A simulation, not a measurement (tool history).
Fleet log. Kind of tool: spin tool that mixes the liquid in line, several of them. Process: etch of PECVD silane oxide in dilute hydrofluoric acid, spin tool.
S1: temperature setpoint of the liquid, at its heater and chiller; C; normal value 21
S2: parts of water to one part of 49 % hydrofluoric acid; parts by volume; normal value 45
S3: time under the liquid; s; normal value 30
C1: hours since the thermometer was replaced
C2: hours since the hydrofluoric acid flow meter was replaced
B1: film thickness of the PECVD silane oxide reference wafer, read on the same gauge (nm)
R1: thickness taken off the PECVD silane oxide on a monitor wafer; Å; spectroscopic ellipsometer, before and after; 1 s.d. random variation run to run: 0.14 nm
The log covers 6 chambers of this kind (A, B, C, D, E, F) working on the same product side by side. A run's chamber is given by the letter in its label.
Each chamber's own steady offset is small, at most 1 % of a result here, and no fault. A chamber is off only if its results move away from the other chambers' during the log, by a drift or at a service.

run,hour,S1,S2,S3,C1,C2,B1,R1
1E,8.1,21,45,30,2543.3,371.8,50.035,194.45
2F,13.9,21,45,30,306.6,872.1,49.987,195.89
3D,19,21,45,30,1294,661.9,50.022,193.45
# hour 23: chamber E: thermometer replaced
4A,25.3,21,45,30,324.9,894.6,49.989,194.75
5B,30.4,21,45,30,409.8,2313,49.998,195.01
6C,37.3,21,45,30,562.7,406,49.955,196.35
7D,41,21,45,30,1316,683.9,49.994,195.66
8A,45,21,45,30,344.6,914.3,50.008,195.76
9E,49.7,21,45,30,26.7,413.4,50.037,193.22
10C,54.7,21,45,30,580.1,423.4,50.046,194.13
11F,61.9,21,45,30,354.6,920.1,49.959,194.43
12B,66.4,21,45,30,445.8,2349,49.981,196.12
13B,71.3,21,45,30,450.7,2353.9,50.014,193.84
14F,77.2,21,45,30,369.9,935.4,49.963,194.55
15D,82.2,18.5,45,20,1357.2,725.1,50,114.8
16C,89.9,18.5,45,20,615.3,458.6,50.003,117.04
17A,94.2,18.5,45,20,393.8,963.5,49.98,116.98
18E,100.5,18.5,45,20,77.5,464.2,49.965,115.36
19A,107.3,18.5,45,20,406.9,976.6,49.966,116.06
# hour 108: chamber B: hydrofluoric acid flow meter replaced
20C,113.7,18.5,45,20,639.1,482.4,50.023,116.4
21E,118.1,21,45,30,95.1,481.8,49.962,189.86
22D,125.6,21,45,30,1400.6,768.5,50.015,192.47
23F,131.7,21,45,30,424.4,989.9,50.017,198.64
24B,135.4,21,45,30,514.8,27.5,49.974,192.06
25D,141.6,21,45,30,1416.6,784.5,49.979,193.19
26F,147.5,21,45,30,440.2,1005.7,50.01,198.55
27A,153.6,21,45,30,453.2,1022.9,49.997,192.45
28E,161.8,21,45,30,138.8,525.5,50.021,187.23
29B,168.6,21,45,30,548,60.7,50.049,193.59
30C,175,21,50,30,700.4,543.7,50.023,175.8
31D,182.9,21,50,30,1457.9,825.8,50.007,172.68
32C,189.5,21,50,30,714.9,558.2,50.022,173.03
33F,195,21,50,30,487.7,1053.2,49.982,174.46
34E,199.2,21,50,30,176.2,562.9,50.007,164.63
35B,204,21,50,30,583.4,96.1,50.006,172.82
36A,209.9,21,45,30,509.5,1079.2,49.981,194.07
37E,215.8,24.5,45,30,192.8,579.5,49.966,212.83

What goes on in this fleet: one chamber off, a drifting gauge, or nothing beyond the chambers' own small offsets? Name the chamber and the cause, if any.

Chamber E drifts away from the others.
Cause: hydrofluoric acid flow below the setpoint (%) = 5.9.
The log may not separate it from: liquid colder than its thermometer reads (K).

Chamber E could run next with any of the 4 candidate recipes listed below; each alters the usual settings, and their results appear as question marks. Which one brings its results back in line with what the other chambers deliver on the usual settings?
Allowed miss from the other chambers' usual-settings mean, per result, to count as in line: R1 4.9 Å
38E-1,221.8,19.5,45,30,,,,?
38E-2,221.8,20.5,50,30,,,,?
38E-3,221.8,22.5,45,30,,,,?
38E-4,221.8,24,45,30,,,,?

What the other chambers average on the usual settings: R1 194.46 Å
run,R1
38E-1,171.62
38E-2,160.13
38E-3,194.45
38E-4,206.76
38E-3 is the one that brings the chamber's results back in line with the other chambers.

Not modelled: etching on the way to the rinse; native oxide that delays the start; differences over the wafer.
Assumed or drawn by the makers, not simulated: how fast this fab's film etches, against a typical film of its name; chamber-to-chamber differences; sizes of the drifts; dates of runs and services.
